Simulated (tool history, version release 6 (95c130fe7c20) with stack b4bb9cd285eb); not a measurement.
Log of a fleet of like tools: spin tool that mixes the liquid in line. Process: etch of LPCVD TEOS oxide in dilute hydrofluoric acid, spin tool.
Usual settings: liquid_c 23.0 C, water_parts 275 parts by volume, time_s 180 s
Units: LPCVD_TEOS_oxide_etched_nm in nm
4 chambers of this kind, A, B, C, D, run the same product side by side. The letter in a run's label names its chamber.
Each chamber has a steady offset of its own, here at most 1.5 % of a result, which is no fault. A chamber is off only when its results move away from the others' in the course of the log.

run,hour,liquid_c,water_parts,time_s,hours since the thermometer was replaced,hours since the hydrofluoric acid flow meter was replaced,"read-back film thickness of the LPCVD TEOS oxide reference wafer, read on the same gauge (nm)",LPCVD_TEOS_oxide_etched_nm
1B,7.9,23.0,275,180,2139.7,249.5,39.993,8.7048
2A,11.7,23.0,275,180,131.4,636.5,40.048,8.7185
3C,18.9,23.0,275,180,1096.6,791.2,39.991,8.7699
4D,26.3,23.0,275,180,536.9,498.9,39.981,8.7057
5A,31.0,23.0,275,180,150.7,655.8,39.989,8.7515
6D,36.6,18.0,275,180,547.2,509.2,40.015,7.3225
7C,41.2,18.0,275,180,1118.9,813.5,40.034,7.3569
8B,47.7,18.0,275,180,2179.5,289.3,40.034,7.2210
9A,53.4,18.0,275,180,173.1,678.2,39.999,7.2952
10B,60.9,23.0,275,180,2192.7,302.5,40.027,8.7053
11D,65.4,23.0,275,180,576.0,538.0,40.024,8.7059
12C,70.4,23.0,275,180,1148.1,842.7,40.005,8.7932
13D,77.1,23.0,275,180,587.7,549.7,40.018,8.7832
14C,82.0,23.0,275,180,1159.7,854.3,39.979,8.8306
15A,88.2,23.0,275,180,207.9,713.0,39.982,8.7688
16B,94.2,27.5,345,180,2226.0,335.8,40.046,7.5638
17C,102.1,27.5,345,180,1179.8,874.4,40.002,7.6458
18B,110.2,27.5,345,180,2242.0,351.8,40.043,7.5269
19D,118.3,27.5,345,180,628.9,590.9,39.969,7.5079
20A,124.1,18.5,395,180,243.8,748.9,39.961,4.6799
21C,131.3,18.5,395,180,1209.0,903.6,40.016,4.7090
22A,139.0,18.5,395,180,258.7,763.8,39.964,4.7108
23B,143.7,18.5,395,180,2275.5,385.3,39.986,4.6604
24D,148.0,23.0,275,180,658.6,620.6,40.023,8.7700
25D,153.5,23.0,275,180,664.1,626.1,40.043,8.7625
26C,158.9,23.0,275,180,1236.6,931.2,40.008,8.7612
27A,164.5,23.0,275,180,284.2,789.3,40.010,8.8087
28B,168.4,23.0,275,180,2300.2,410.0,39.986,8.6913
29B,174.0,23.0,275,180,2305.8,415.6,40.004,8.6888
30C,180.9,23.0,275,180,1258.6,953.2,40.051,8.8076
31D,186.9,23.0,275,180,697.5,659.5,39.972,8.8275
32A,193.2,23.0,275,180,312.9,818.0,39.998,8.7729
33D,197.0,23.0,275,180,707.6,669.6,39.951,8.7507
34A,203.2,23.0,275,270,322.9,828.0,39.937,13.2000
35C,208.5,23.0,275,270,1286.2,980.8,40.030,13.2000
36B,213.0,23.0,275,270,2344.8,454.6,40.018,13.1550
37C,216.8,23.0,275,270,1294.5,989.1,40.000,13.1410
38B,223.5,26.0,275,80,2355.3,465.1,40.018,4.2234
39D,229.7,26.0,275,80,740.3,702.3,40.029,4.2878
# hour 237.0: chamber B: hydrofluoric acid flow meter replaced
40A,237.0,26.0,275,80,356.7,861.8,40.000,4.3718
41B,241.3,26.0,275,80,2373.1,4.4,40.002,4.2887
42C,248.9,23.0,145,180,1326.6,1021.2,40.019,18.7480

All 4 chambers run these settings next. Forecast each chamber's results:
43A,255.0,23.0,330,180,,,,?
43B,255.0,23.0,330,180,,,,?
43C,255.0,23.0,330,180,,,,?
43D,255.0,23.0,330,180,,,,?

run,LPCVD_TEOS_oxide_etched_nm
43A,6.9712
43B,6.8998
43C,6.9561
43D,6.8330
